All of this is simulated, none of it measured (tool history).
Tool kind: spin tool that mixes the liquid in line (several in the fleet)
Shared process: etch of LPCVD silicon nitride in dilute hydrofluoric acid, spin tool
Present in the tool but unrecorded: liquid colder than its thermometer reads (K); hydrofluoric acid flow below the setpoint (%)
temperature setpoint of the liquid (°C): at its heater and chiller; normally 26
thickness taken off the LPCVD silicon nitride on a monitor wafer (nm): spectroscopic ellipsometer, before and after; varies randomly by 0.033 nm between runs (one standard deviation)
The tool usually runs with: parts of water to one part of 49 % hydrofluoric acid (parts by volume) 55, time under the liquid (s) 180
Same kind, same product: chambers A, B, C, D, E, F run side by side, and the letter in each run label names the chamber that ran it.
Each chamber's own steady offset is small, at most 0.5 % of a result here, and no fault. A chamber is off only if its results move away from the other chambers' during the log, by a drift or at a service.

run   hour  temperature setpoint of the liquid (°C)  parts of water to one part of 49 % hydrofluoric acid (parts by volume)  time under the liquid (s)  hours since the thermometer was replaced  hours since the hydrofluoric acid flow meter was replaced  read-back film thickness of the LPCVD silicon nitride reference wafer, read on the same gauge (nm)  thickness taken off the LPCVD silicon nitride on a monitor wafer (nm)
 1E    9.1                                       26                                                                      55                        180                                        71                                                     1938.9                                                                                              30.017                                                                 1.5725
 2D     23                                       26                                                                      55                        180                                    1147.6                                                        421                                                                                              29.963                                                                 1.4824
 3A   38.2                                       26                                                                      55                        180                                       597                                                       54.9                                                                                               30.02                                                                 1.5414
 4C   45.6                                       26                                                                      55                        180                                    1798.3                                                      763.8                                                                                              29.999                                                                 1.5267
 5B   56.5                                     29.5                                                                      55                        180                                     206.1                                                      754.4                                                                                              30.043                                                                 1.9824
 6F   70.9                                     29.5                                                                      55                        180                                     704.6                                                     1679.6                                                                                              29.992                                                                 1.9379
 7B   81.1                                     29.5                                                                      55                        180                                     230.7                                                        779                                                                                              29.972                                                                 1.9383
 8C   87.9                                     29.5                                                                      55                        180                                    1840.6                                                      806.1                                                                                              30.007                                                                 1.8946
 9F  102.2                                     29.5                                                                      55                        180                                     735.9                                                     1710.9                                                                                              30.003                                                                 1.9121
10D  117.3                                     29.5                                                                      55                        180                                    1241.9                                                      515.3                                                                                              29.979                                                                 1.9424
11A  126.9                                       26                                                                      55                        180                                     685.7                                                      143.6                                                                                              29.989                                                                 1.5181
12E  142.4                                       26                                                                      55                        180                                     204.3                                                     2072.2                                                                                              29.974                                                                 1.5109
13E  151.4                                       26                                                                      55                        180                                     213.3                                                     2081.2                                                                                              30.018                                                                 1.5504
14A  164.3                                       26                                                                      55                        180                                     723.1                                                        181                                                                                              30.027                                                                 1.5801
15B  171.1                                       26                                                                      55                        180                                     320.7                                                        869                                                                                              30.008                                                                 1.5028
16C  180.2                                       26                                                                      55                        180                                    1932.9                                                      898.4                                                                                              30.005                                                                 1.5551
17F  191.9                                       26                                                                      55                        180                                     825.6                                                     1800.6                                                                                              30.001                                                                 1.5033
18D  205.6                                       26                                                                      55                        180                                    1330.2                                                      603.6                                                                                              29.967                                                                  1.539
19A  220.1                                       26                                                                      55                        180                                     778.9                                                      236.8                                                                                              30.009                                                                 1.5897
20C  234.2                                       26                                                                      55                        180                                    1986.9                                                      952.4                                                                                              29.995                                                                 1.5084
21F  247.2                                       26                                                                      55                        180                                     880.9                                                     1855.9                                                                                              29.983                                                                 1.4291
22D  258.4                                       26                                                                      55                        180                                      1383                                                      656.4                                                                                              29.995                                                                 1.5523
23B  273.5                                       26                                                                      55                        180                                     423.1                                                      971.4                                                                                              29.992                                                                 1.5246
24E  285.1                                       26                                                                      55                        180                                       347                                                     2214.9                                                                                              29.965                                                                 1.5462
25F  292.1                                       26                                                                      55                        180                                     925.8                                                     1900.8                                                                                              29.958                                                                 1.3949
26D  302.7                                       26                                                                      55                        180                                    1427.3                                                      700.7                                                                                              30.005                                                                 1.5305
27B  311.4                                       26                                                                      55                        180                                       461                                                     1009.3                                                                                              29.999                                                                 1.5149
28E  320.6                                       26                                                                      55                        180                                     382.5                                                     2250.4                                                                                              30.001                                                                  1.542
29A  336.2                                       26                                                                      55                        180                                       895                                                      352.9                                                                                              30.003                                                                  1.539
30C    345                                       26                                                                      55                        180                                    2097.7                                                     1063.2                                                                                              29.983                                                                 1.4634
     348.8  -- chamber E: hydrofluoric acid flow meter replaced
31F  355.4                                       26                                                                      55                        180                                     989.1                                                     1964.1                                                                                              29.972                                                                 1.4088
32A  362.7                                       26                                                                      55                        180                                     921.5                                                      379.4                                                                                              29.994                                                                 1.5427
33D  377.7                                     21.5                                                                      55                         90                                    1502.3                                                      775.7                                                                                              29.991                                                                0.56612
34B  387.8                                     21.5                                                                      55                         90                                     537.4                                                     1085.7                                                                                              30.027                                                                0.59524
35E  402.2                                     21.5                                                                      55                         90                                     464.1                                                       53.5                                                                                              30.029                                                                0.57118
36C  409.8                                     21.5                                                                      55                         90                                    2162.5                                                       1128                                                                                              29.998                                                                0.56609
37B  422.7                                     21.5                                                                      55                         90                                     572.3                                                     1120.6                                                                                              29.993                                                                0.57865
38F  438.1                                     21.5                                                                      55                         90                                    1071.8                                                     2046.8                                                                                              30.039                                                                0.48395
39E  451.3                                       26                                                                      55                        180                                     513.2                                                      102.6                                                                                              29.995                                                                  1.505
40D  460.8                                       26                                                                      40                        180                                    1585.4                                                      858.8                                                                                               30.02                                                                 2.0793

Is one chamber out of step, is the gauge drifting, or do the chambers differ by no more than their own small offsets? For an off chamber, give its letter and the likeliest cause.

One chamber, F, drifts off from the rest bit by bit.
Cause: liquid colder than its thermometer reads (K) = 1.75.
The log might look much the same if the cause were instead: hydrofluoric acid flow below the setpoint (%).

Which of the 4 candidates below, each the usual settings with something changed and its results left as question marks, puts chamber F back in line with what the other chambers give on the usual settings?
In line means no further than this from the other chambers' mean on the usual settings: thickness taken off the LPCVD silicon nitride on a monitor wafer (nm) 0.11
41F-1   472                                       30                                                                      55                        180                                                                                                                                                                                                                                                                               ?
41F-2   472                                       26                                                                      55                        205                                                                                                                                                                                                                                                                               ?
41F-3   472                                     25.5                                                                      60                        160                                                                                                                                                                                                                                                                               ?
41F-4   472                                     25.5                                                                      55                        160                                                                                                                                                                                                                                                                               ?

Mean of the other chambers on the usual settings: thickness taken off the LPCVD silicon nitride on a monitor wafer (nm) 1.5315
  run  thickness taken off the LPCVD silicon nitride on a monitor wafer (nm)
41F-1                                                                 1.7692
41F-2                                                                 1.5457
41F-3                                                                 1.0704
41F-4                                                                 1.1665
The answer is 41F-2, which returns the chamber to within the allowed miss of the others.

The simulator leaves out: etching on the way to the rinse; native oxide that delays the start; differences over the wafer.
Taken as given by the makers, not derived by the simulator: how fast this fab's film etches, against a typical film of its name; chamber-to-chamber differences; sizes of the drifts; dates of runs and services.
